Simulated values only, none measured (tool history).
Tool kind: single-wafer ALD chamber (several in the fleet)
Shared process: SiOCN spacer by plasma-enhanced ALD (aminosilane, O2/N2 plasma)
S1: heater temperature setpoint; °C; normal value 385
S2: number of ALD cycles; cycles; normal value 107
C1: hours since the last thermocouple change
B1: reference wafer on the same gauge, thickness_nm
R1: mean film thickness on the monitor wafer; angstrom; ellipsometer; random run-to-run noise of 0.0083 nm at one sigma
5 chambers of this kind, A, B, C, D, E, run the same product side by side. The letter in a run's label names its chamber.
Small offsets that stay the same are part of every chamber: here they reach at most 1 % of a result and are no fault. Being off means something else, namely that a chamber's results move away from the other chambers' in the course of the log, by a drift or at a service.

run   hour   S1   S2      C1      B1      R1
 1D   10.7  385  107    39.8  5.6299  64.023
 2A   19.9  385  107   122.7  5.6307  64.791
 3E   28.4  385  107   340.2  5.6327  64.494
 4B   37.8  385  107   192.5  5.6325  64.146
 5C   48.7  385  107  1493.3  5.6326  65.215
 6D     59  374  107    88.1  5.6345  64.009
 7E   68.6  374  107   380.4  5.6346  64.407
 8A   81.8  374  107   184.6  5.6356  64.814
 9C   91.5  374  107  1536.1  5.6359  65.126
10B  103.5  374  107   258.2  5.6384  64.099
11A  113.4  385  107   216.2  5.6386  64.755
12E  124.7  385  107   436.5  5.6408  64.685
13B  133.8  385  107   288.5  5.6383  64.095
14C  142.1  385  107  1586.7  5.6396  65.105
15D  150.9  385  107     180  5.6415  64.143
16C  163.3  385  107  1607.9  5.6414  65.316
17E  170.6  385  107   482.4  5.6429  64.621
18A  180.4  385  107   283.2  5.6414  64.793
19B  188.5  385  107   343.2   5.643  64.272
20D  194.4  385  107   223.5  5.6438  64.167
21A  206.9  385  107   309.7  5.6443  65.016
22B  216.3  385  107     371  5.6463  64.139
23D  225.8  385  107   254.9  5.6454  64.292
24C  232.6  385  107  1677.2  5.6486  65.299
25E  241.1  385  107   552.9  5.6468  64.638
26E  254.8  392  117   566.6   5.649  70.549
27D    268  392  117   297.1  5.6498  70.179
28A    281  392  117   383.8  5.6514  70.878
29C  290.2  392  117  1734.8  5.6527  71.526
30B  303.9  392  117   458.6  5.6531  70.252
31E  313.1  385  107   624.9   5.653  64.849
32A  321.9  385  107   424.7   5.653   65.08
33D  328.6  385  107   357.7   5.654  64.174
34C  337.8  385  107  1782.4  5.6567  65.453
35B  349.5  385  107   504.2   5.657  64.398
36E  360.7  385  107   672.5  5.6572  64.775
37B  372.3  385  107     527  5.6571  64.415
38A  380.2  376  116     483  5.6581  70.471
39D  388.9  376  116     418  5.6597  69.935

Next, all 5 chambers run the settings below, one line each with question marks for the results. What does each chamber give?
40A  398.7  385  107           ?
40B  398.7  385  107           ?
40C  398.7  385  107           ?
40D  398.7  385  107           ?
40E  398.7  385  107           ?

run      R1
40A  64.948
40B  64.383
40C  65.496
40D  64.327
40E   64.74

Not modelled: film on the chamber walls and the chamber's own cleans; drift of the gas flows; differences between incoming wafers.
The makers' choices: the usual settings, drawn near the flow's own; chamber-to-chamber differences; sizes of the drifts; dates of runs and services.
